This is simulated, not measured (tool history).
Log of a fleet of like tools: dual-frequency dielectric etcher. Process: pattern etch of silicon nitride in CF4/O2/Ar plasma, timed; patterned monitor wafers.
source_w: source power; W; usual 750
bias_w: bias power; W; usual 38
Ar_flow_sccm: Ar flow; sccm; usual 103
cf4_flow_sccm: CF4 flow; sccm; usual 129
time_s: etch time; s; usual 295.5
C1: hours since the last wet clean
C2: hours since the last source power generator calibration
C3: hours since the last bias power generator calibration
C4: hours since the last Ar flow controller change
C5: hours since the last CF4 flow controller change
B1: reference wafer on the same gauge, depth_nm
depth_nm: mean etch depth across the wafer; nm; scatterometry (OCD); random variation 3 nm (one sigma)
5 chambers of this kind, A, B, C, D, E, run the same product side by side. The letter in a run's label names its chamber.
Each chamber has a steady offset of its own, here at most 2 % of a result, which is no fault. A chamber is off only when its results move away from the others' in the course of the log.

run 1E hour=7.4 | source_w=750 bias_w=38 Ar_flow_sccm=103 cf4_flow_sccm=129 time_s=295.5 | C1=164.2 C2=4263.9 C3=1956.6 C4=2029.4 C5=687.8 | B1=840.44 | depth_nm=751.25
run 2A hour=17.0 | source_w=750 bias_w=38 Ar_flow_sccm=103 cf4_flow_sccm=129 time_s=295.5 | C1=158.5 C2=1315.3 C3=1090.6 C4=851.9 C5=987.4 | B1=840.69 | depth_nm=739.16
run 3B hour=22.5 | source_w=750 bias_w=38 Ar_flow_sccm=103 cf4_flow_sccm=129 time_s=295.5 | C1=231.2 C2=1075.5 C3=199.7 C4=1950.3 C5=1209.7 | B1=840.38 | depth_nm=753.41
run 4D hour=30.4 | source_w=750 bias_w=38 Ar_flow_sccm=103 cf4_flow_sccm=129 time_s=295.5 | C1=290.2 C2=3316.3 C3=2041.5 C4=2021.5 C5=1566.8 | B1=840.34 | depth_nm=738.91
run 5C hour=37.4 | source_w=750 bias_w=38 Ar_flow_sccm=103 cf4_flow_sccm=129 time_s=295.5 | C1=405.5 C2=3543.9 C3=3546.1 C4=40.6 C5=2898.8 | B1=839.33 | depth_nm=729.30
run 6A hour=46.0 | source_w=750 bias_w=38 Ar_flow_sccm=103 cf4_flow_sccm=129 time_s=295.5 | C1=187.5 C2=1344.3 C3=1119.6 C4=880.9 C5=1016.4 | B1=840.34 | depth_nm=742.37
run 7C hour=51.2 | source_w=750 bias_w=38 Ar_flow_sccm=103 cf4_flow_sccm=129 time_s=295.5 | C1=419.3 C2=3557.7 C3=3559.9 C4=54.4 C5=2912.6 | B1=840.22 | depth_nm=739.96
run 8E hour=58.4 | source_w=750 bias_w=38 Ar_flow_sccm=103 cf4_flow_sccm=112 time_s=295.5 | C1=215.2 C2=4314.9 C3=2007.6 C4=2080.4 C5=738.8 | B1=839.41 | depth_nm=738.52
run 9B hour=62.7 | source_w=750 bias_w=38 Ar_flow_sccm=103 cf4_flow_sccm=112 time_s=295.5 | C1=271.4 C2=1115.7 C3=239.9 C4=1990.5 C5=1249.9 | B1=840.48 | depth_nm=739.62
run 10D hour=70.3 | source_w=750 bias_w=38 Ar_flow_sccm=103 cf4_flow_sccm=112 time_s=295.5 | C1=330.1 C2=3356.2 C3=2081.4 C4=2061.4 C5=1606.7 | B1=839.82 | depth_nm=728.87
run 11E hour=79.8 | source_w=750 bias_w=38 Ar_flow_sccm=103 cf4_flow_sccm=112 time_s=295.5 | C1=236.6 C2=4336.3 C3=2029.0 C4=2101.8 C5=760.2 | B1=840.07 | depth_nm=740.11
run 12D hour=84.7 | source_w=750 bias_w=38 Ar_flow_sccm=103 cf4_flow_sccm=112 time_s=295.5 | C1=344.5 C2=3370.6 C3=2095.8 C4=2075.8 C5=1621.1 | B1=839.60 | depth_nm=728.85
run 13A hour=89.7 | source_w=750 bias_w=38 Ar_flow_sccm=103 cf4_flow_sccm=129 time_s=295.5 | C1=231.2 C2=1388.0 C3=1163.3 C4=924.6 C5=1060.1 | B1=840.04 | depth_nm=744.29
run 14B hour=98.0 | source_w=750 bias_w=38 Ar_flow_sccm=103 cf4_flow_sccm=129 time_s=295.5 | C1=306.7 C2=1151.0 C3=275.2 C4=2025.8 C5=1285.2 | B1=839.65 | depth_nm=756.82
-- hour=106.5 chamber C: wet clean of the chamber
run 15C hour=107.4 | source_w=750 bias_w=38 Ar_flow_sccm=103 cf4_flow_sccm=129 time_s=295.5 | C1=1.0 C2=3613.9 C3=3616.1 C4=110.6 C5=2968.8 | B1=840.07 | depth_nm=739.40
run 16A hour=113.9 | source_w=750 bias_w=38 Ar_flow_sccm=103 cf4_flow_sccm=129 time_s=370.5 | C1=255.4 C2=1412.2 C3=1187.5 C4=948.8 C5=1084.3 | B1=840.87 | depth_nm=928.28
run 17D hour=121.2 | source_w=750 bias_w=38 Ar_flow_sccm=103 cf4_flow_sccm=129 time_s=370.5 | C1=381.0 C2=3407.1 C3=2132.3 C4=2112.3 C5=1657.6 | B1=839.77 | depth_nm=931.10
run 18B hour=127.1 | source_w=750 bias_w=38 Ar_flow_sccm=103 cf4_flow_sccm=129 time_s=370.5 | C1=335.8 C2=1180.1 C3=304.3 C4=2054.9 C5=1314.3 | B1=839.40 | depth_nm=946.40
run 19C hour=136.5 | source_w=750 bias_w=38 Ar_flow_sccm=103 cf4_flow_sccm=129 time_s=370.5 | C1=30.1 C2=3643.0 C3=3645.2 C4=139.7 C5=2997.9 | B1=840.09 | depth_nm=918.89
run 20E hour=143.8 | source_w=750 bias_w=38 Ar_flow_sccm=103 cf4_flow_sccm=129 time_s=370.5 | C1=300.6 C2=4400.3 C3=2093.0 C4=2165.8 C5=824.2 | B1=841.00 | depth_nm=944.97
run 21D hour=152.8 | source_w=750 bias_w=38 Ar_flow_sccm=103 cf4_flow_sccm=129 time_s=295.5 | C1=412.6 C2=3438.7 C3=2163.9 C4=2143.9 C5=1689.2 | B1=839.74 | depth_nm=742.70
run 22A hour=160.0 | source_w=750 bias_w=38 Ar_flow_sccm=103 cf4_flow_sccm=129 time_s=295.5 | C1=301.5 C2=1458.3 C3=1233.6 C4=994.9 C5=1130.4 | B1=840.10 | depth_nm=743.50
run 23E hour=166.0 | source_w=750 bias_w=38 Ar_flow_sccm=103 cf4_flow_sccm=129 time_s=295.5 | C1=322.8 C2=4422.5 C3=2115.2 C4=2188.0 C5=846.4 | B1=839.77 | depth_nm=750.96
run 24B hour=173.7 | source_w=750 bias_w=38 Ar_flow_sccm=103 cf4_flow_sccm=129 time_s=295.5 | C1=382.4 C2=1226.7 C3=350.9 C4=2101.5 C5=1360.9 | B1=839.94 | depth_nm=759.91
run 25C hour=178.6 | source_w=750 bias_w=38 Ar_flow_sccm=103 cf4_flow_sccm=129 time_s=295.5 | C1=72.2 C2=3685.1 C3=3687.3 C4=181.8 C5=3040.0 | B1=840.60 | depth_nm=738.46
run 26E hour=186.3 | source_w=750 bias_w=38 Ar_flow_sccm=103 cf4_flow_sccm=129 time_s=295.5 | C1=343.1 C2=4442.8 C3=2135.5 C4=2208.3 C5=866.7 | B1=840.86 | depth_nm=747.00
-- hour=190.3 chamber B: wet clean of the chamber
run 27C hour=194.2 | source_w=750 bias_w=33 Ar_flow_sccm=125 cf4_flow_sccm=129 time_s=295.5 | C1=87.8 C2=3700.7 C3=3702.9 C4=197.4 C5=3055.6 | B1=840.31 | depth_nm=689.20
run 28B hour=202.7 | source_w=750 bias_w=33 Ar_flow_sccm=125 cf4_flow_sccm=129 time_s=295.5 | C1=12.5 C2=1255.7 C3=379.9 C4=2130.5 C5=1389.9 | B1=839.54 | depth_nm=727.42
-- hour=207.2 chamber A: wet clean of the chamber
run 29A hour=212.2 | source_w=750 bias_w=33 Ar_flow_sccm=125 cf4_flow_sccm=129 time_s=295.5 | C1=5.0 C2=1510.5 C3=1285.8 C4=1047.1 C5=1182.6 | B1=841.08 | depth_nm=686.44
run 30D hour=218.4 | source_w=750 bias_w=33 Ar_flow_sccm=125 cf4_flow_sccm=129 time_s=295.5 | C1=478.2 C2=3504.3 C3=2229.5 C4=2209.5 C5=1754.8 | B1=840.21 | depth_nm=694.48
run 31D hour=224.6 | source_w=750 bias_w=33 Ar_flow_sccm=125 cf4_flow_sccm=129 time_s=295.5 | C1=484.4 C2=3510.5 C3=2235.7 C4=2215.7 C5=1761.0 | B1=839.35 | depth_nm=690.02
run 32E hour=233.6 | source_w=750 bias_w=38 Ar_flow_sccm=103 cf4_flow_sccm=129 time_s=295.5 | C1=390.4 C2=4490.1 C3=2182.8 C4=2255.6 C5=914.0 | B1=840.64 | depth_nm=755.68
run 33C hour=238.2 | source_w=750 bias_w=38 Ar_flow_sccm=103 cf4_flow_sccm=129 time_s=244.5 | C1=131.8 C2=3744.7 C3=3746.9 C4=241.4 C5=3099.6 | B1=839.96 | depth_nm=612.59
-- hour=241.0 chamber D: CF4 flow controller replaced
run 34A hour=245.6 | source_w=750 bias_w=38 Ar_flow_sccm=103 cf4_flow_sccm=129 time_s=244.5 | C1=38.4 C2=1543.9 C3=1319.2 C4=1080.5 C5=1216.0 | B1=840.58 | depth_nm=614.79
run 35B hour=254.0 | source_w=750 bias_w=38 Ar_flow_sccm=103 cf4_flow_sccm=129 time_s=244.5 | C1=63.8 C2=1307.0 C3=431.2 C4=2181.8 C5=1441.2 | B1=839.78 | depth_nm=648.35
run 36A hour=260.8 | source_w=750 bias_w=38 Ar_flow_sccm=103 cf4_flow_sccm=129 time_s=244.5 | C1=53.6 C2=1559.1 C3=1334.4 C4=1095.7 C5=1231.2 | B1=840.27 | depth_nm=610.76
run 37E hour=267.6 | source_w=750 bias_w=38 Ar_flow_sccm=103 cf4_flow_sccm=129 time_s=244.5 | C1=424.4 C2=4524.1 C3=2216.8 C4=2289.6 C5=948.0 | B1=839.62 | depth_nm=620.06
run 38D hour=272.4 | source_w=750 bias_w=38 Ar_flow_sccm=103 cf4_flow_sccm=129 time_s=295.5 | C1=532.2 C2=3558.3 C3=2283.5 C4=2263.5 C5=31.4 | B1=839.29 | depth_nm=739.29
run 39B hour=277.0 | source_w=750 bias_w=38 Ar_flow_sccm=103 cf4_flow_sccm=129 time_s=295.5 | C1=86.8 C2=1330.0 C3=454.2 C4=2204.8 C5=1464.2 | B1=840.13 | depth_nm=784.32
run 40C hour=284.5 | source_w=750 bias_w=38 Ar_flow_sccm=103 cf4_flow_sccm=129 time_s=295.5 | C1=178.1 C2=3791.0 C3=3793.2 C4=287.7 C5=3145.9 | B1=840.12 | depth_nm=731.79
run 41D hour=292.2 | source_w=750 bias_w=38 Ar_flow_sccm=103 cf4_flow_sccm=129 time_s=295.5 | C1=552.0 C2=3578.1 C3=2303.3 C4=2283.3 C5=51.2 | B1=840.11 | depth_nm=741.47
run 42E hour=300.3 | source_w=750 bias_w=38 Ar_flow_sccm=103 cf4_flow_sccm=129 time_s=295.5 | C1=457.1 C2=4556.8 C3=2249.5 C4=2322.3 C5=980.7 | B1=839.89 | depth_nm=754.40
run 43B hour=308.4 | source_w=750 bias_w=38 Ar_flow_sccm=103 cf4_flow_sccm=129 time_s=295.5 | C1=118.2 C2=1361.4 C3=485.6 C4=2236.2 C5=1495.6 | B1=839.71 | depth_nm=778.52

Is one chamber off against the others, does the gauge drift, or is nothing wrong? If a chamber is off, say which, and what the likeliest cause is.

A service left chamber B off against the others.
Cause: etch rate over this chamber's usual, % = 3.52.

Here are 4 candidates for chamber B's next run, each the usual settings with a change, their results left as question marks. Which one brings its results back in line with what the others give on the usual settings?
In line means no further than this from the other chambers' mean on the usual settings: depth_nm 10.00 nm
run 44B-1 hour=315.4 | source_w=750 bias_w=38 Ar_flow_sccm=103 cf4_flow_sccm=130 time_s=308.5 | depth_nm=?
run 44B-2 hour=315.4 | source_w=770 bias_w=38 Ar_flow_sccm=103 cf4_flow_sccm=129 time_s=295.5 | depth_nm=?
run 44B-3 hour=315.4 | source_w=750 bias_w=38 Ar_flow_sccm=103 cf4_flow_sccm=129 time_s=288.5 | depth_nm=?
run 44B-4 hour=315.4 | source_w=750 bias_w=38 Ar_flow_sccm=103 cf4_flow_sccm=128 time_s=281.0 | depth_nm=?

The other chambers' mean on the usual settings: depth_nm 743.00 nm
run=44B-1 depth_nm=816.18
run=44B-2 depth_nm=799.68
run=44B-3 depth_nm=762.50
run=44B-4 depth_nm=741.91
44B-4 brings the chamber back in line.

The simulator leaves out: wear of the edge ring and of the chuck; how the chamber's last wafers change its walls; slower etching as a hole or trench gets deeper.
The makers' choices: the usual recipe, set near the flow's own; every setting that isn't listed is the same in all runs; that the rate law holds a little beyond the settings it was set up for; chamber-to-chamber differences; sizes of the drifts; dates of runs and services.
